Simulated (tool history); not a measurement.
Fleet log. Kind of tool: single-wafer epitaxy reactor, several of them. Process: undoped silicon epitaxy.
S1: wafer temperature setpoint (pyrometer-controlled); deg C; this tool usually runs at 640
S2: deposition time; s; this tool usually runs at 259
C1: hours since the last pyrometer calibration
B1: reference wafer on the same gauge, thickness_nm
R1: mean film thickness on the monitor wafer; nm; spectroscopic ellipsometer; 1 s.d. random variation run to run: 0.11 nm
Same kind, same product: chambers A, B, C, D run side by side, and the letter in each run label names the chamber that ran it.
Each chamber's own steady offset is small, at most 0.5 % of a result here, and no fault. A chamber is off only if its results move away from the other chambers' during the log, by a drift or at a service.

run,hour,S1,S2,C1,B1,R1
1A,4.2,640,259,549.8,30.498,35.055
2D,9.1,640,259,551.2,30.531,35.106
3B,11.8,640,259,1243.5,30.509,35.018
4C,15.3,640,259,1097.2,30.493,34.633
5C,19.4,640,259,1101.3,30.512,34.575
6B,22.6,640,259,1254.3,30.485,34.870
7D,25.9,640,259,568.0,30.467,34.669
8A,31.9,640,259,577.5,30.506,35.057
9A,37.6,640,259,583.2,30.503,34.925
10B,40.8,640,259,1272.5,30.491,34.734
11C,44.5,640,259,1126.4,30.507,34.734
12D,50.1,640,259,592.2,30.510,35.165
13A,55.9,640,259,601.5,30.516,34.995
14C,59.9,640,259,1141.8,30.510,34.635
15B,64.1,640,259,1295.8,30.502,34.931
16D,66.9,640,259,609.0,30.508,35.392
17D,72.8,640,259,614.9,30.527,35.308
18B,77.0,653,259,1308.7,30.532,46.283
19C,80.4,653,259,1162.3,30.502,46.124
20A,83.2,653,259,628.8,30.491,46.337
21B,87.3,653,259,1319.0,30.500,46.393
22D,91.5,640,259,633.6,30.498,35.532
23C,97.0,640,259,1178.9,30.504,34.656
24A,100.7,640,259,646.3,30.498,34.788
25C,104.4,640,286,1186.3,30.512,38.156
26B,108.2,640,286,1339.9,30.486,38.396
27D,114.1,640,286,656.2,30.496,39.444
28A,120.0,640,286,665.6,30.523,38.345

Each of the 4 chambers runs these same settings next. Fill in every chamber's results:
29A,124.3,640,259,,,?
29B,124.3,640,259,,,?
29C,124.3,640,259,,,?
29D,124.3,640,259,,,?

run,R1
29A,34.884
29B,34.931
29C,34.689
29D,35.874
